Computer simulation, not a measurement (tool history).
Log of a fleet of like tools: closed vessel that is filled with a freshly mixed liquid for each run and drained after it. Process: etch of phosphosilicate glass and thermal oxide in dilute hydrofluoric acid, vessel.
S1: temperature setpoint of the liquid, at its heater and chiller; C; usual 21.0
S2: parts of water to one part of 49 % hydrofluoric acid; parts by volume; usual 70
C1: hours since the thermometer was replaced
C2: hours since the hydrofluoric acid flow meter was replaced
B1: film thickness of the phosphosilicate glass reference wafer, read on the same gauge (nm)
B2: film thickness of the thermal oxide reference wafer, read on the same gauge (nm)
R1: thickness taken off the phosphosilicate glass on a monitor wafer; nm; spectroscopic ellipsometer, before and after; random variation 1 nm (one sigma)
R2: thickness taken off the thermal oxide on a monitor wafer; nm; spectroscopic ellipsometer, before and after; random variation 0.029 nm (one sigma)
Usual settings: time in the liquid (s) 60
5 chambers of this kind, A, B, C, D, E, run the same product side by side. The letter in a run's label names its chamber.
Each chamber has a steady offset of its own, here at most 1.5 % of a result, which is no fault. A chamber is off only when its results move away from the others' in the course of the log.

{"run": "1E", "hour": 7.9, "S1": 21.0, "S2": 70, "time in the liquid (s)": 60, "C1": 1311.0, "C2": 1666.5, "B1": 49.981, "B2": 29.967, "R1": 106.68, "R2": 3.6427}
{"run": "2A", "hour": 13.2, "S1": 21.0, "S2": 70, "time in the liquid (s)": 60, "C1": 204.3, "C2": 550.8, "B1": 49.966, "B2": 29.998, "R1": 106.85, "R2": 3.5987}
{"hour": 18.8, "done": "chamber E: thermometer replaced"}
{"run": "3D", "hour": 19.3, "S1": 21.0, "S2": 70, "time in the liquid (s)": 60, "C1": 923.9, "C2": 283.4, "B1": 49.989, "B2": 30.047, "R1": 109.18, "R2": 3.5714}
{"run": "4B", "hour": 24.1, "S1": 21.0, "S2": 70, "time in the liquid (s)": 60, "C1": 31.9, "C2": 866.9, "B1": 49.98, "B2": 30.017, "R1": 107.45, "R2": 3.6707}
{"run": "5C", "hour": 31.6, "S1": 21.0, "S2": 70, "time in the liquid (s)": 60, "C1": 141.9, "C2": 185.2, "B1": 49.977, "B2": 29.983, "R1": 104.81, "R2": 3.6462}
{"run": "6A", "hour": 38.0, "S1": 21.0, "S2": 70, "time in the liquid (s)": 60, "C1": 229.1, "C2": 575.6, "B1": 49.99, "B2": 29.98, "R1": 105.66, "R2": 3.5969}
{"run": "7E", "hour": 48.7, "S1": 21.0, "S2": 70, "time in the liquid (s)": 60, "C1": 29.9, "C2": 1707.3, "B1": 50.015, "B2": 30.019, "R1": 107.59, "R2": 3.6386}
{"run": "8D", "hour": 57.6, "S1": 21.0, "S2": 70, "time in the liquid (s)": 60, "C1": 962.2, "C2": 321.7, "B1": 50.01, "B2": 30.004, "R1": 105.79, "R2": 3.6372}
{"run": "9B", "hour": 62.9, "S1": 21.0, "S2": 70, "time in the liquid (s)": 60, "C1": 70.7, "C2": 905.7, "B1": 49.983, "B2": 29.977, "R1": 105.9, "R2": 3.6874}
{"run": "10C", "hour": 73.5, "S1": 21.0, "S2": 70, "time in the liquid (s)": 60, "C1": 183.8, "C2": 227.1, "B1": 50.023, "B2": 29.988, "R1": 106.03, "R2": 3.6796}
{"run": "11C", "hour": 81.3, "S1": 21.0, "S2": 70, "time in the liquid (s)": 60, "C1": 191.6, "C2": 234.9, "B1": 50.014, "B2": 30.029, "R1": 105.75, "R2": 3.6239}
{"run": "12E", "hour": 86.2, "S1": 21.0, "S2": 70, "time in the liquid (s)": 60, "C1": 67.4, "C2": 1744.8, "B1": 50.006, "B2": 30.001, "R1": 104.89, "R2": 3.6952}
{"run": "13D", "hour": 96.1, "S1": 21.0, "S2": 70, "time in the liquid (s)": 60, "C1": 1000.7, "C2": 360.2, "B1": 49.99, "B2": 29.99, "R1": 107.23, "R2": 3.6016}
{"run": "14B", "hour": 100.9, "S1": 21.0, "S2": 70, "time in the liquid (s)": 60, "C1": 108.7, "C2": 943.7, "B1": 49.998, "B2": 30.033, "R1": 106.11, "R2": 3.6917}
{"run": "15A", "hour": 109.1, "S1": 18.5, "S2": 70, "time in the liquid (s)": 60, "C1": 300.2, "C2": 646.7, "B1": 49.982, "B2": 29.969, "R1": 97.65, "R2": 3.2857}
{"run": "16D", "hour": 116.9, "S1": 18.5, "S2": 70, "time in the liquid (s)": 60, "C1": 1021.5, "C2": 381.0, "B1": 49.99, "B2": 30.039, "R1": 95.696, "R2": 3.2424}
{"run": "17C", "hour": 122.9, "S1": 18.5, "S2": 70, "time in the liquid (s)": 60, "C1": 233.2, "C2": 276.5, "B1": 49.974, "B2": 30.007, "R1": 92.59, "R2": 3.3032}
{"run": "18E", "hour": 130.5, "S1": 18.5, "S2": 70, "time in the liquid (s)": 60, "C1": 111.7, "C2": 1789.1, "B1": 50.03, "B2": 29.982, "R1": 94.71, "R2": 3.2809}
{"run": "19B", "hour": 139.8, "S1": 18.5, "S2": 70, "time in the liquid (s)": 60, "C1": 147.6, "C2": 982.6, "B1": 50.004, "B2": 30.008, "R1": 96.451, "R2": 3.2269}
{"run": "20A", "hour": 144.5, "S1": 21.0, "S2": 70, "time in the liquid (s)": 75, "C1": 335.6, "C2": 682.1, "B1": 50.021, "B2": 30.032, "R1": 133.46, "R2": 4.4784}
{"run": "21E", "hour": 154.0, "S1": 21.0, "S2": 70, "time in the liquid (s)": 75, "C1": 135.2, "C2": 1812.6, "B1": 50.007, "B2": 29.988, "R1": 134.28, "R2": 4.6486}
{"hour": 160.5, "done": "chamber A: hydrofluoric acid flow meter replaced"}
{"run": "22D", "hour": 161.3, "S1": 21.0, "S2": 70, "time in the liquid (s)": 75, "C1": 1065.9, "C2": 425.4, "B1": 49.996, "B2": 30.006, "R1": 133.81, "R2": 4.4817}
{"run": "23B", "hour": 167.0, "S1": 21.0, "S2": 70, "time in the liquid (s)": 75, "C1": 174.8, "C2": 1009.8, "B1": 50.02, "B2": 30.013, "R1": 134.04, "R2": 4.535}
{"run": "24C", "hour": 171.9, "S1": 21.0, "S2": 70, "time in the liquid (s)": 75, "C1": 282.2, "C2": 325.5, "B1": 50.023, "B2": 30.005, "R1": 131.68, "R2": 4.4809}
{"run": "25A", "hour": 181.0, "S1": 21.0, "S2": 70, "time in the liquid (s)": 60, "C1": 372.1, "C2": 20.5, "B1": 49.993, "B2": 30.056, "R1": 103.66, "R2": 3.5907}
{"run": "26A", "hour": 191.5, "S1": 21.0, "S2": 70, "time in the liquid (s)": 60, "C1": 382.6, "C2": 31.0, "B1": 50.004, "B2": 29.995, "R1": 105.18, "R2": 3.6207}
{"run": "27C", "hour": 199.3, "S1": 21.0, "S2": 55, "time in the liquid (s)": 60, "C1": 309.6, "C2": 352.9, "B1": 50.012, "B2": 30.014, "R1": 135.67, "R2": 4.7332}
{"run": "28B", "hour": 208.2, "S1": 21.0, "S2": 55, "time in the liquid (s)": 60, "C1": 216.0, "C2": 1051.0, "B1": 49.986, "B2": 30.028, "R1": 136.59, "R2": 4.6906}
{"run": "29D", "hour": 214.1, "S1": 21.0, "S2": 55, "time in the liquid (s)": 60, "C1": 1118.7, "C2": 478.2, "B1": 50.019, "B2": 30.042, "R1": 136.12, "R2": 4.6586}
{"run": "30E", "hour": 220.5, "S1": 21.0, "S2": 55, "time in the liquid (s)": 60, "C1": 201.7, "C2": 1879.1, "B1": 50.003, "B2": 29.981, "R1": 139.69, "R2": 4.8466}
{"run": "31B", "hour": 228.5, "S1": 21.0, "S2": 55, "time in the liquid (s)": 60, "C1": 236.3, "C2": 1071.3, "B1": 50.004, "B2": 29.96, "R1": 133.04, "R2": 4.7425}
{"run": "32E", "hour": 236.8, "S1": 21.0, "S2": 70, "time in the liquid (s)": 60, "C1": 218.0, "C2": 1895.4, "B1": 50.026, "B2": 29.969, "R1": 104.68, "R2": 3.6618}
{"run": "33A", "hour": 243.2, "S1": 21.0, "S2": 70, "time in the liquid (s)": 60, "C1": 434.3, "C2": 82.7, "B1": 50.028, "B2": 30.001, "R1": 105.32, "R2": 3.609}
{"run": "34C", "hour": 253.9, "S1": 21.0, "S2": 70, "time in the liquid (s)": 60, "C1": 364.2, "C2": 407.5, "B1": 50.001, "B2": 30.044, "R1": 105.94, "R2": 3.6602}
{"run": "35D", "hour": 263.4, "S1": 21.0, "S2": 70, "time in the liquid (s)": 60, "C1": 1168.0, "C2": 527.5, "B1": 50.009, "B2": 29.975, "R1": 106.9, "R2": 3.583}
{"run": "36D", "hour": 273.3, "S1": 21.0, "S2": 70, "time in the liquid (s)": 60, "C1": 1177.9, "C2": 537.4, "B1": 49.991, "B2": 30.021, "R1": 105.98, "R2": 3.5823}
{"run": "37B", "hour": 280.5, "S1": 21.0, "S2": 70, "time in the liquid (s)": 60, "C1": 288.3, "C2": 1123.3, "B1": 50.011, "B2": 30.015, "R1": 105.68, "R2": 3.6584}
{"run": "38C", "hour": 290.7, "S1": 21.0, "S2": 70, "time in the liquid (s)": 60, "C1": 401.0, "C2": 444.3, "B1": 50.02, "B2": 30.047, "R1": 104.98, "R2": 3.6117}
{"run": "39E", "hour": 298.4, "S1": 21.0, "S2": 35, "time in the liquid (s)": 60, "C1": 279.6, "C2": 1957.0, "B1": 49.996, "B2": 29.992, "R1": 222.42, "R2": 7.5533}

What goes on in this fleet: one chamber off, a drifting gauge, or nothing beyond the chambers' own small offsets? Name the chamber and the cause, if any.

No chamber stands off beyond its own small offset, and the gauge holds steady.
